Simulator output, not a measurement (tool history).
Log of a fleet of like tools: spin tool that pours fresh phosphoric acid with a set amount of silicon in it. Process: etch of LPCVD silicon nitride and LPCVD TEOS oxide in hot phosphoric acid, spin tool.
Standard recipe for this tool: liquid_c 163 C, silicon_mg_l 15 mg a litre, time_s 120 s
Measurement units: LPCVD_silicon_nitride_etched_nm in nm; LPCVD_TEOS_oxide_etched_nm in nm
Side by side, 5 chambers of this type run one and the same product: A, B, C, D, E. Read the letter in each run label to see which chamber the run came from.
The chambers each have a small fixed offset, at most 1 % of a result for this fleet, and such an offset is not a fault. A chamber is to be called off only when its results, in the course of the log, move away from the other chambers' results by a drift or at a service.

run	day	liquid_c	silicon_mg_l	time_s	hours since the thermometer was replaced	hours since the dissolved silicon flow meter was replaced	hours since the heated supply line was repaired	read-back film thickness of the LPCVD silicon nitride reference wafer, read on the same gauge (nm)	read-back film thickness of the LPCVD TEOS oxide reference wafer, read on the same gauge (nm)	LPCVD_silicon_nitride_etched_nm	LPCVD_TEOS_oxide_etched_nm
1E	0.104	163	15	120	1857.9	1512.3	1146.6	119.99	49.997	10.0140	0.23619
2A	0.246	163	15	120	416.5	549.7	2748.9	120.05	50.011	10.1520	0.17637
3C	0.346	163	15	120	518.7	156.2	380.5	119.99	50.037	10.0310	0.23665
4D	0.450	163	15	120	1445.1	617.1	2471.1	120.04	50.018	10.1340	0.22464
5B	0.571	163	15	120	2410.5	93.3	514.3	119.98	50.026	10.0430	0.24895
6E	0.721	163	15	75	1872.7	1527.1	1161.4	120.00	50.027	6.2410	0.15474
7C	0.879	163	15	75	531.5	169.0	393.3	119.97	49.966	6.2407	0.14924
# day 0.950: chamber E: dissolved silicon flow meter replaced
8A	0.983	163	15	75	434.2	567.4	2766.6	120.02	49.980	6.3091	0.13310
9B	1.092	163	15	75	2423.0	105.8	526.8	120.02	49.987	6.2813	0.14203
10D	1.238	163	15	75	1464.0	636.0	2490.0	120.01	50.017	6.3058	0.13866
11D	1.354	163	15	120	1466.8	638.8	2492.8	119.99	49.997	10.0300	0.17347
12B	1.471	163	15	120	2432.1	114.9	535.9	119.99	49.985	10.0100	0.23479
13A	1.642	163	15	120	450.0	583.2	2782.4	120.06	50.043	10.1400	0.18659
14C	1.788	161	24	120	553.3	190.8	415.1	119.99	49.997	9.3729	0.14033
15E	1.921	161	24	120	1901.5	23.4	1190.2	119.99	50.006	9.3558	0.12758
16A	2.083	161	24	120	460.6	593.8	2793.0	119.95	49.992	9.4640	0.17767
17D	2.192	161	24	120	1486.9	658.9	2512.9	119.97	49.964	9.3859	0.14981
18E	2.383	161	24	120	1912.6	34.5	1201.3	120.06	49.978	9.3827	0.12271
19B	2.533	163	15	120	2457.6	140.4	561.4	120.02	50.020	10.1190	0.21169
20C	2.729	163	15	120	575.9	213.4	437.7	120.01	49.984	10.0010	0.21513
21C	2.888	163	15	120	579.7	217.2	441.5	120.01	50.030	10.0380	0.19166
22E	2.983	163	15	120	1927.0	48.9	1215.7	120.04	50.008	10.0090	0.23934
23A	3.075	163	15	120	484.4	617.6	2816.8	120.01	50.009	10.1400	0.21717
24B	3.254	163	15	120	2474.9	157.7	578.7	120.00	49.964	10.0990	0.22960
25D	3.371	163	6	120	1515.2	687.2	2541.2	120.02	49.994	10.0830	0.25279
26D	3.512	163	6	120	1518.6	690.6	2544.6	120.02	50.029	10.0660	0.26828
27E	3.721	163	6	120	1944.7	66.6	1233.4	120.00	50.000	10.0220	0.24057
28B	3.929	163	6	120	2491.1	173.9	594.9	119.93	49.958	10.0780	0.22122
29A	4.058	163	6	120	508.0	641.2	2840.4	120.02	49.978	10.1360	0.24953
30C	4.221	163	15	180	611.7	249.2	473.5	119.99	49.972	15.0770	0.29663
31A	4.354	163	15	180	515.1	648.3	2847.5	120.01	50.004	15.1750	0.38795
32B	4.525	163	15	180	2505.4	188.2	609.2	120.02	49.992	15.0760	0.33914
33D	4.692	163	15	180	1546.9	718.9	2572.9	120.02	49.958	15.1340	0.26799

Read the log: is a single chamber off, either drifting away or since a service, is the gauge that measures every chamber drifting, or is nothing wrong beyond small per-chamber offsets? Name any odd chamber and what most likely caused it.

Beyond each chamber's small constant offset nothing stands out, and the gauge stays steady.

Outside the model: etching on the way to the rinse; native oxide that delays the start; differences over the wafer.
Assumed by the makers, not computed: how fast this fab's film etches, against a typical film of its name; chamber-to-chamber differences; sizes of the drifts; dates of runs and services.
